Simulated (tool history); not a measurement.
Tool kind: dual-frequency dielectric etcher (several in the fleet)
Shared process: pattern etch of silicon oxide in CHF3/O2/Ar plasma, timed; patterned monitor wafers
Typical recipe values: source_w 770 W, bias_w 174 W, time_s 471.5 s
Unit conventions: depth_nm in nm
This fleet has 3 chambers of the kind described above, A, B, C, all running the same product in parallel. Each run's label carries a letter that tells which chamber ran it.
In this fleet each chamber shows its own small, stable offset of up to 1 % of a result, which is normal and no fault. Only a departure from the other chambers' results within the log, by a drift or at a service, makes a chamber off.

| run | day | source_w | bias_w | time_s | hours since the last wet clean | hours since the last source power generator calibration | hours since the last bias power generator calibration | read-back reference wafer on the same gauge, depth_nm | depth_nm |
|---|---|---|---|---|---|---|---|---|---|
| 1A | 0.242 | 770 | 174 | 471.5 | 119.7 | 846.4 | 805.7 | 969.49 | 1020.20 |
| 2C | 0.462 | 770 | 174 | 471.5 | 589.8 | 1043.4 | 2492.3 | 970.23 | 1019.10 |
| 3B | 0.650 | 770 | 174 | 471.5 | 500.5 | 3605.0 | 1390.6 | 969.82 | 1008.20 |
| 4C | 0.946 | 770 | 174 | 471.5 | 601.4 | 1055.0 | 2503.9 | 970.96 | 1016.20 |
| 5B | 1.121 | 770 | 174 | 471.5 | 511.8 | 3616.3 | 1401.9 | 971.32 | 1008.70 |
| 6A | 1.354 | 770 | 174 | 471.5 | 146.4 | 873.1 | 832.4 | 967.55 | 1016.20 |
| 7C | 1.617 | 770 | 174 | 471.5 | 617.5 | 1071.1 | 2520.0 | 968.66 | 1030.10 |
| 8A | 1.908 | 770 | 174 | 471.5 | 159.7 | 886.4 | 845.7 | 969.66 | 1024.20 |
| 9B | 2.104 | 770 | 174 | 471.5 | 535.4 | 3639.9 | 1425.5 | 971.58 | 991.96 |
| 10C | 2.417 | 770 | 174 | 471.5 | 636.7 | 1090.3 | 2539.2 | 968.70 | 1031.10 |
| 11B | 2.658 | 770 | 174 | 471.5 | 548.7 | 3653.2 | 1438.8 | 969.50 | 996.78 |
| 12A | 2.838 | 770 | 174 | 471.5 | 182.0 | 908.7 | 868.0 | 968.89 | 1011.50 |
| 13C | 3.096 | 770 | 174 | 471.5 | 653.0 | 1106.6 | 2555.5 | 969.62 | 1021.40 |
| 14B | 3.246 | 770 | 174 | 471.5 | 562.8 | 3667.3 | 1452.9 | 972.08 | 1007.90 |
| 15A | 3.442 | 770 | 174 | 471.5 | 196.5 | 923.2 | 882.5 | 969.51 | 1017.20 |
|  | 3.467 | chamber B: wet clean of the chamber |
| 16C | 3.712 | 770 | 174 | 471.5 | 667.8 | 1121.4 | 2570.3 | 971.33 | 1031.10 |
| 17A | 3.858 | 770 | 174 | 471.5 | 206.5 | 933.2 | 892.5 | 971.68 | 1009.90 |
| 18B | 4.021 | 770 | 174 | 471.5 | 13.3 | 3685.9 | 1471.5 | 971.50 | 948.27 |
|  | 4.088 | chamber C: wet clean of the chamber |
| 19C | 4.283 | 610 | 174 | 471.5 | 4.7 | 1135.1 | 2584.0 | 969.37 | 917.62 |
| 20B | 4.417 | 610 | 174 | 471.5 | 22.8 | 3695.4 | 1481.0 | 969.24 | 880.10 |
| 21A | 4.592 | 610 | 174 | 471.5 | 224.1 | 950.8 | 910.1 | 970.55 | 945.50 |
| 22B | 4.808 | 770 | 174 | 471.5 | 32.2 | 3704.8 | 1490.4 | 970.25 | 952.17 |
| 23C | 5.108 | 770 | 174 | 471.5 | 24.5 | 1154.9 | 2603.8 | 970.09 | 1011.50 |
| 24A | 5.254 | 770 | 174 | 471.5 | 240.0 | 966.7 | 926.0 | 969.56 | 1010.50 |
| 25B | 5.433 | 770 | 174 | 471.5 | 47.2 | 3719.8 | 1505.4 | 970.67 | 956.41 |
| 26A | 5.654 | 770 | 174 | 471.5 | 249.6 | 976.3 | 935.6 | 968.75 | 1011.90 |
| 27C | 5.862 | 770 | 174 | 471.5 | 42.6 | 1173.0 | 2621.9 | 971.02 | 1008.30 |
| 28C | 6.017 | 770 | 174 | 471.5 | 46.3 | 1176.7 | 2625.6 | 970.82 | 1016.70 |
| 29B | 6.188 | 770 | 174 | 471.5 | 65.3 | 3737.9 | 1523.5 | 970.03 | 964.01 |
| 30A | 6.354 | 770 | 174 | 471.5 | 266.4 | 993.1 | 952.4 | 971.51 | 1012.60 |

Does one chamber stand apart from the rest, does the shared gauge drift, or is all well apart from small per-chamber offsets? Give the chamber and the most likely cause, where there is one.

After it was serviced, chamber B no longer matches the other chambers.
Cause: etch rate under this chamber's usual, % = 4.35.

Here are 4 candidates for chamber B's next run, each the usual settings with a change, their results left as question marks. Which one brings its results back in line with what the others give on the usual settings?
In-line tolerance around the mean of the other chambers on the usual settings: depth_nm 24.00 nm
| 31B-1 | 6.575 | 600 | 174 | 471.5 |  |  |  |  | ? |
| 31B-2 | 6.575 | 770 | 174 | 521.0 |  |  |  |  | ? |
| 31B-3 | 6.575 | 840 | 187 | 471.5 |  |  |  |  | ? |
| 31B-4 | 6.575 | 770 | 142 | 471.5 |  |  |  |  | ? |

Usual-settings mean across the other chambers: depth_nm 1018.10 nm
| run | depth_nm |
|---|---|
| 31B-1 | 869.19 |
| 31B-2 | 1058.20 |
| 31B-3 | 1014.00 |
| 31B-4 | 898.19 |
The answer is 31B-3, which returns the chamber to within the allowed miss of the others.

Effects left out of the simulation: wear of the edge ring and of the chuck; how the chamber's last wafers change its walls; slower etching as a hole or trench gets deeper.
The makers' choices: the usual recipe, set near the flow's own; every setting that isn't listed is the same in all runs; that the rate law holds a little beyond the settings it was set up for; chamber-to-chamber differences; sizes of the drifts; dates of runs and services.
